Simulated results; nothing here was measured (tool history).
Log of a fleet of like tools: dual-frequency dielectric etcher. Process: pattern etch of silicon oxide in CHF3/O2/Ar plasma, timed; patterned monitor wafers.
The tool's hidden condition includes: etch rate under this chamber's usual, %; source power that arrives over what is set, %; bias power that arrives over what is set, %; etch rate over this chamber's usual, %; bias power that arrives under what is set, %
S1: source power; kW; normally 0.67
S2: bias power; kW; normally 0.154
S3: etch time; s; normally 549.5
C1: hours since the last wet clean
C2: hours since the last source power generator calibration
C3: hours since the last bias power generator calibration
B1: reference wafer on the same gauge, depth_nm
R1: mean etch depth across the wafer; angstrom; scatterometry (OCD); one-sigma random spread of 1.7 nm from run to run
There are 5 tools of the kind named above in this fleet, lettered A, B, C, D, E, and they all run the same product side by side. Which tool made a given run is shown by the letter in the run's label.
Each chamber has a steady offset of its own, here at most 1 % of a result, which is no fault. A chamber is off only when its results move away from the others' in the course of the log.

run 1D day=0.388 | S1=0.67 S2=0.154 S3=549.5 | C1=460.2 C2=842.2 C3=158.3 | B1=1220 | R1=10772
run 2E day=0.875 | S1=0.67 S2=0.154 S3=549.5 | C1=396.9 C2=1386.1 C3=1279.9 | B1=1220.1 | R1=10827
run 3C day=1.312 | S1=0.67 S2=0.154 S3=549.5 | C1=45 C2=1506.5 C3=1992.5 | B1=1220.5 | R1=10740
run 4B day=1.842 | S1=0.67 S2=0.154 S3=549.5 | C1=198 C2=4615 C3=1161.6 | B1=1220.6 | R1=10822
run 5A day=2.4 | S1=0.67 S2=0.135 S3=673.5 | C1=614.8 C2=526 C3=2857.5 | B1=1220.8 | R1=12747
run 6C day=2.875 | S1=0.67 S2=0.135 S3=673.5 | C1=82.5 C2=1544 C3=2030 | B1=1221.1 | R1=12631
run 7D day=3.196 | S1=0.67 S2=0.135 S3=673.5 | C1=527.6 C2=909.6 C3=225.7 | B1=1221.9 | R1=12627
run 8B day=3.517 | S1=0.67 S2=0.135 S3=673.5 | C1=238.2 C2=4655.2 C3=1201.8 | B1=1222.3 | R1=12761
run 9E day=3.996 | S1=0.67 S2=0.135 S3=673.5 | C1=471.8 C2=1461 C3=1354.8 | B1=1222.2 | R1=12693
run 10A day=4.525 | S1=0.67 S2=0.154 S3=549.5 | C1=665.8 C2=577 C3=2908.5 | B1=1221.8 | R1=10841
run 11E day=4.767 | S1=0.67 S2=0.154 S3=549.5 | C1=490.3 C2=1479.5 C3=1373.3 | B1=1221.7 | R1=10804
run 12A day=5.042 | S1=0.67 S2=0.154 S3=549.5 | C1=678.2 C2=589.4 C3=2920.9 | B1=1222 | R1=10842
-- day=5.071 chamber A: wet clean of the chamber
run 13B day=5.338 | S1=0.67 S2=0.154 S3=549.5 | C1=281.9 C2=4698.9 C3=1245.5 | B1=1222.5 | R1=10878
run 14C day=5.85 | S1=0.67 S2=0.133 S3=549.5 | C1=153.9 C2=1615.4 C3=2101.4 | B1=1222.5 | R1=10261
-- day=6.129 chamber B: source power generator calibrated
run 15D day=6.188 | S1=0.67 S2=0.133 S3=549.5 | C1=599.4 C2=981.4 C3=297.5 | B1=1223.1 | R1=10298
run 16B day=6.633 | S1=0.67 S2=0.133 S3=549.5 | C1=313 C2=12.1 C3=1276.6 | B1=1222.7 | R1=10368
run 17D day=7.096 | S1=0.67 S2=0.133 S3=549.5 | C1=621.2 C2=1003.2 C3=319.3 | B1=1223 | R1=10305
run 18A day=7.412 | S1=0.67 S2=0.133 S3=549.5 | C1=56.3 C2=646.3 C3=2977.8 | B1=1223.1 | R1=10388
run 19C day=7.754 | S1=0.67 S2=0.154 S3=549.5 | C1=199.6 C2=1661.1 C3=2147.1 | B1=1223.3 | R1=10751
run 20E day=8.238 | S1=0.67 S2=0.13 S3=670 | C1=573.6 C2=1562.8 C3=1456.6 | B1=1223 | R1=12530
run 21C day=8.717 | S1=0.67 S2=0.13 S3=670 | C1=222.7 C2=1684.2 C3=2170.2 | B1=1223.6 | R1=12426
run 22A day=8.975 | S1=0.67 S2=0.13 S3=670 | C1=93.8 C2=683.8 C3=3015.3 | B1=1223.8 | R1=12553
-- day=8.979 chamber D: wet clean of the chamber
run 23E day=9.408 | S1=0.67 S2=0.13 S3=670 | C1=601.7 C2=1590.9 C3=1484.7 | B1=1223.8 | R1=12506
-- day=9.725 chamber E: wet clean of the chamber
run 24D day=9.754 | S1=0.67 S2=0.13 S3=670 | C1=18.6 C2=1067 C3=383.1 | B1=1224.2 | R1=12524
run 25B day=10.262 | S1=0.67 S2=0.154 S3=549.5 | C1=400.1 C2=99.2 C3=1363.7 | B1=1223.8 | R1=10883
run 26D day=10.579 | S1=0.72 S2=0.154 S3=549.5 | C1=38.4 C2=1086.8 C3=402.9 | B1=1224.3 | R1=11142
-- day=10.654 chamber B: wet clean of the chamber
run 27B day=11.021 | S1=0.72 S2=0.154 S3=549.5 | C1=8.8 C2=117.4 C3=1381.9 | B1=1224.5 | R1=11214
run 28A day=11.4 | S1=0.72 S2=0.154 S3=549.5 | C1=152 C2=742 C3=3073.5 | B1=1225.1 | R1=11208
run 29C day=11.662 | S1=0.72 S2=0.154 S3=549.5 | C1=293.4 C2=1754.9 C3=2240.9 | B1=1224.8 | R1=11094
run 30E day=12.129 | S1=0.72 S2=0.154 S3=549.5 | C1=57.8 C2=1656.2 C3=1550 | B1=1225.1 | R1=11146
run 31A day=12.646 | S1=0.67 S2=0.154 S3=549.5 | C1=181.9 C2=771.9 C3=3103.4 | B1=1225.4 | R1=10889
run 32E day=13.167 | S1=0.67 S2=0.154 S3=549.5 | C1=82.7 C2=1681.1 C3=1574.9 | B1=1225.8 | R1=10859
-- day=13.425 chamber B: bias power generator calibrated
run 33C day=13.721 | S1=0.67 S2=0.154 S3=549.5 | C1=342.8 C2=1804.3 C3=2290.3 | B1=1225.5 | R1=10800
run 34D day=14.229 | S1=0.67 S2=0.154 S3=549.5 | C1=126 C2=1174.4 C3=490.5 | B1=1226.1 | R1=10841
run 35B day=14.771 | S1=0.67 S2=0.154 S3=549.5 | C1=98.8 C2=207.4 C3=32.4 | B1=1226.6 | R1=10915
run 36B day=15.325 | S1=0.67 S2=0.154 S3=549.5 | C1=112.1 C2=220.7 C3=45.7 | B1=1226.9 | R1=10902
run 37E day=15.629 | S1=0.67 S2=0.154 S3=549.5 | C1=141.8 C2=1740.2 C3=1634 | B1=1227 | R1=10861
run 38A day=16.042 | S1=0.67 S2=0.154 S3=549.5 | C1=263.4 C2=853.4 C3=3184.9 | B1=1226.6 | R1=10848
run 39C day=16.421 | S1=0.67 S2=0.154 S3=549.5 | C1=407.6 C2=1869.1 C3=2355.1 | B1=1226.7 | R1=10827
run 40D day=16.829 | S1=0.56 S2=0.127 S3=549.5 | C1=188.4 C2=1236.8 C3=552.9 | B1=1227.1 | R1=9518.6
run 41E day=17.371 | S1=0.56 S2=0.127 S3=549.5 | C1=183.6 C2=1782 C3=1675.8 | B1=1226.7 | R1=9512.5
run 42C day=17.779 | S1=0.56 S2=0.127 S3=549.5 | C1=440.2 C2=1901.7 C3=2387.7 | B1=1227.2 | R1=9477

Each of the 5 chambers runs these same settings next. Fill in every chamber's results:
run 43A day=18.179 | S1=0.83 S2=0.154 S3=549.5 | R1=?
run 43B day=18.179 | S1=0.83 S2=0.154 S3=549.5 | R1=?
run 43C day=18.179 | S1=0.83 S2=0.154 S3=549.5 | R1=?
run 43D day=18.179 | S1=0.83 S2=0.154 S3=549.5 | R1=?
run 43E day=18.179 | S1=0.83 S2=0.154 S3=549.5 | R1=?

run=43A R1=11858
run=43B R1=11882
run=43C R1=11765
run=43D R1=11813
run=43E R1=11806

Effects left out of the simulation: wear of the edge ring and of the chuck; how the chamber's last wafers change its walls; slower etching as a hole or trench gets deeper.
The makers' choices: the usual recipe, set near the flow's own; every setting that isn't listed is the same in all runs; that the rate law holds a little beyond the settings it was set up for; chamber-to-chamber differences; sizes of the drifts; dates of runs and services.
